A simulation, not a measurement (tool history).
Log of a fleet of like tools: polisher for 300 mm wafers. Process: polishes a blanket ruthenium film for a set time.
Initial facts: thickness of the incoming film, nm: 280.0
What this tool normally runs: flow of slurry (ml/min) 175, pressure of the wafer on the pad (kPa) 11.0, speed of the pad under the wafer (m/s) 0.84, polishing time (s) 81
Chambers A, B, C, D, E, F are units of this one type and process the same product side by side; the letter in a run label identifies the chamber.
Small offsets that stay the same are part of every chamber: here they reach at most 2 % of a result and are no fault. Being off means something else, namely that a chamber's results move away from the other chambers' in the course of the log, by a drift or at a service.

run	day	flow of slurry (ml/min)	pressure of the wafer on the pad (kPa)	speed of the pad under the wafer (m/s)	polishing time (s)	wafers polished on this pad	hours since the slurry nozzle was cleaned	hours since the head pressure was calibrated	film removed (angstrom)
1B	0.375	175	11.0	0.84	81	147	751.3	775.8	524.85
2C	0.633	175	11.0	0.84	81	339	672.7	372.6	538.57
3E	1.121	175	11.0	0.84	81	1279	281.8	324.8	543.07
4D	1.600	175	11.0	0.84	81	725	228.1	443.8	524.25
# day 1.908: chamber F: worn pad replaced by a new one
# day 1.962: chamber E: worn pad replaced by a new one
5F	2.112	175	11.0	0.84	70	45	242.7	451.5	471.43
# day 2.575: chamber D: slurry nozzle cleaned
6A	2.633	175	11.0	0.84	70	667	439.1	167.1	472.66
# day 2.725: chamber B: slurry nozzle cleaned
7A	2.925	175	11.0	0.84	70	732	446.1	174.1	472.05
# day 3.325: chamber B: worn pad replaced by a new one
# day 3.412: chamber C: worn pad replaced by a new one
8B	3.421	175	11.0	0.84	70	22	16.7	848.9	460.52
# day 3.529: chamber D: worn pad replaced by a new one
# day 3.729: chamber C: head pressure recalibrated
9F	3.896	175	11.0	0.84	70	440	285.5	494.3	470.60
# day 3.971: chamber F: slurry nozzle cleaned
10E	4.367	175	11.0	0.84	70	533	359.7	402.7	462.92
11D	4.771	175	11.0	0.84	81	275	52.8	519.9	537.20
# day 4.908: chamber A: slurry nozzle cleaned
# day 4.933: chamber F: head pressure recalibrated
# day 5.000: chamber B: head pressure recalibrated
12C	5.150	175	11.0	0.84	81	384	781.1	34.1	534.76
# day 5.358: chamber F: worn pad replaced by a new one
13D	5.650	175	11.0	0.84	81	469	73.9	541.0	532.74
14C	5.883	175	11.0	0.84	81	547	798.7	51.7	537.46
15B	6.267	175	11.0	0.84	81	651	85.0	30.5	536.40
# day 6.438: chamber B: worn pad replaced by a new one
16F	6.521	120	11.0	0.84	91	257	61.3	38.2	568.22
# day 6.733: chamber A: worn pad replaced by a new one
17E	6.762	120	11.0	0.84	91	1063	417.2	460.2	566.95
18A	7.054	120	11.0	0.84	91	71	51.5	273.2	572.72
19E	7.304	120	11.0	0.84	91	1183	430.2	473.2	563.09
# day 7.496: chamber C: worn pad replaced by a new one
20F	7.688	120	11.0	0.84	91	515	89.3	66.2	566.43
21A	8.179	120	11.0	0.84	91	320	78.5	300.2	578.78
# day 8.333: chamber F: worn pad replaced by a new one
# day 8.408: chamber E: worn pad replaced by a new one
# day 8.550: chamber D: worn pad replaced by a new one
22C	8.654	175	11.0	0.84	81	257	865.2	118.2	526.81
23B	9.125	175	11.0	0.84	81	595	153.6	99.1	535.60
24D	9.562	175	11.0	0.84	81	224	167.8	634.9	543.50
25A	9.846	175	11.0	0.84	81	689	118.5	340.2	538.96
# day 9.867: chamber B: worn pad replaced by a new one
# day 9.967: chamber C: slurry nozzle cleaned
26F	10.346	175	11.0	0.84	81	445	153.1	130.0	543.00
27D	10.629	175	11.0	0.84	81	460	193.4	660.5	533.02
# day 10.729: chamber E: slurry nozzle cleaned
28E	11.062	175	11.0	0.84	81	588	8.1	563.4	531.46
# day 11.246: chamber F: worn pad replaced by a new one
29C	11.312	175	11.0	0.84	81	845	32.3	182.0	532.98
30B	11.629	175	11.0	0.84	81	390	213.7	159.2	533.07
31E	12.029	175	11.0	0.84	81	802	31.3	586.6	527.77
# day 12.196: chamber C: worn pad replaced by a new one
32C	12.417	175	11.0	0.84	81	49	58.8	208.5	534.49
# day 12.475: chamber A: worn pad replaced by a new one
33A	12.700	175	11.0	0.84	81	49	187.0	408.7	543.06
# day 12.938: chamber B: worn pad replaced by a new one
# day 13.004: chamber D: worn pad replaced by a new one
34D	13.171	120	11.0	1.12	81	37	254.4	721.5	676.08
35B	13.542	120	11.0	1.12	81	134	259.6	205.1	668.43
36F	13.938	120	11.0	1.12	81	596	239.3	216.2	675.20
# day 14.104: chamber D: head pressure recalibrated
# day 14.121: chamber D: slurry nozzle cleaned
# day 14.329: chamber F: worn pad replaced by a new one
37F	14.450	120	11.0	1.12	81	27	251.6	228.5	684.24
38E	14.925	120	11.0	1.12	81	1443	100.8	656.1	667.77
39B	15.208	120	11.0	1.12	81	503	299.6	245.1	668.54
40D	15.571	175	11.0	0.84	81	568	34.8	35.3	536.38
41C	15.804	175	11.0	0.84	81	799	140.1	289.8	528.95

What goes on in this fleet: one chamber off, a drifting gauge, or nothing beyond the chambers' own small offsets? Name the chamber and the cause, if any.

All chambers stay in line apart from their small fixed offsets, and the gauge does not drift.
